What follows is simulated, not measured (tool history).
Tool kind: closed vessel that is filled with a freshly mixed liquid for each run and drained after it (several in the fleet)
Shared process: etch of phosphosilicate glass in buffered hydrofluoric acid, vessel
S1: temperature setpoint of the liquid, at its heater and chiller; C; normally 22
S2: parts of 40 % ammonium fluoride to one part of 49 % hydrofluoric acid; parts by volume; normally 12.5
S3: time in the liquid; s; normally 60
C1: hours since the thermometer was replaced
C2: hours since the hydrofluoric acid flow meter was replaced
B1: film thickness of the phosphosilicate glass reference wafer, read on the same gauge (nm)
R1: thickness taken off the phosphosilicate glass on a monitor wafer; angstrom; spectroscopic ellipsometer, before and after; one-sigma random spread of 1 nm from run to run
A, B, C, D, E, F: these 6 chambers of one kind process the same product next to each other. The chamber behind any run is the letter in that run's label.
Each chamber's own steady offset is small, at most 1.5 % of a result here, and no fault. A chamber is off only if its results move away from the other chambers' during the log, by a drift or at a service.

run	day	S1	S2	S3	C1	C2	B1	R1
1D	0.258	22	12.5	60	470.2	494.7	90.02	1718.7
2A	0.667	22	12.5	60	518.4	787	89.965	1741.3
3F	0.938	22	12.5	60	918.2	557.5	89.982	1730.4
4E	1.167	22	12.5	60	150.9	662.7	89.991	1740.4
# day 1.329: chamber D: hydrofluoric acid flow meter replaced
5C	1.575	22	12.5	60	1659.4	698.1	90.022	1726.3
# day 1.912: chamber D: thermometer replaced
6B	1.917	22	12.5	60	1108.2	623	90.02	1714.2
7A	2.192	22	12.5	60	555	823.6	89.979	1742.4
8C	2.404	22	12.5	60	1679.3	718	90.003	1708.2
9B	2.6	22	12.5	60	1124.6	639.4	89.969	1731.3
10D	2.796	22	12.5	40	21.2	35.3	90.019	1144.1
11E	3.233	22	12.5	40	200.5	712.3	90.003	1168.2
12F	3.658	22	12.5	40	983.5	622.8	90.022	1159
13C	3.867	22	12.5	40	1714.4	753.1	89.992	1161.5
14A	4.275	22	12.5	40	605	873.6	89.996	1148.5
15E	4.529	22	12.5	40	231.6	743.4	89.988	1150.2
16F	4.796	22	12.5	60	1010.8	650.1	90.036	1739.7
17B	5.067	22	12.5	60	1183.8	698.6	89.964	1714.3
18D	5.375	22	12.5	60	83.1	97.2	90.009	1742.1
19E	5.688	20	12.5	60	259.4	771.2	90.011	1562.8
20A	6.012	20	12.5	60	646.7	915.3	90.009	1567.3
21C	6.425	20	12.5	60	1775.8	814.5	90.012	1553.3
22D	6.658	20	12.5	60	113.9	128	90.04	1552.8
23F	6.908	20	12.5	60	1061.5	700.8	90.002	1544.4
24B	7.104	20	12.5	60	1232.7	747.5	90.039	1536.2
25E	7.479	22	12.5	60	302.4	814.2	90.019	1741.9
26A	7.875	22	12.5	60	691.4	960	89.974	1732.1
27F	8.117	22	12.5	60	1090.5	729.8	89.979	1734.7
28B	8.35	22	12.5	60	1262.6	777.4	89.981	1709.8
# day 8.392: chamber F: thermometer replaced
29C	8.692	22	12.5	60	1830.2	868.9	89.963	1719.3
30D	9.079	22	12.5	60	172	186.1	90.01	1708.4
31E	9.392	22	12.5	35	348.3	860.1	90.05	1022.6
32C	9.608	22	12.5	35	1852.2	890.9	89.985	1007.1
33F	9.808	22	12.5	35	34	770.4	90.025	1008.6
34D	10.058	22	12.5	35	195.5	209.6	90.043	1005.2
35B	10.25	22	12.5	35	1308.2	823	89.989	994.7
36A	10.467	22	12.5	35	753.6	1022.2	89.953	1021.7
37D	10.712	22	12.5	60	211.2	225.3	90.004	1728.2
38B	11.021	22	12.5	60	1326.7	841.5	89.982	1712.8
39E	11.275	22	12.5	60	393.5	905.3	89.981	1737.4
40C	11.504	22	12.5	60	1897.7	936.4	89.998	1736.1
41A	11.725	22	12.5	60	783.8	1052.4	89.986	1741.1
42F	11.967	22	12.5	60	85.8	822.2	90.02	1744
43F	12.333	22	12.5	60	94.6	831	89.995	1726.1

For the next run the whole fleet of 6 chambers uses the same settings. Give each chamber's results:
44A	12.65	20.5	12.5	60				?
44B	12.65	20.5	12.5	60				?
44C	12.65	20.5	12.5	60				?
44D	12.65	20.5	12.5	60				?
44E	12.65	20.5	12.5	60				?
44F	12.65	20.5	12.5	60				?

run	R1
44A	1607.2
44B	1583.3
44C	1580.1
44D	1592.1
44E	1596
44F	1597.8

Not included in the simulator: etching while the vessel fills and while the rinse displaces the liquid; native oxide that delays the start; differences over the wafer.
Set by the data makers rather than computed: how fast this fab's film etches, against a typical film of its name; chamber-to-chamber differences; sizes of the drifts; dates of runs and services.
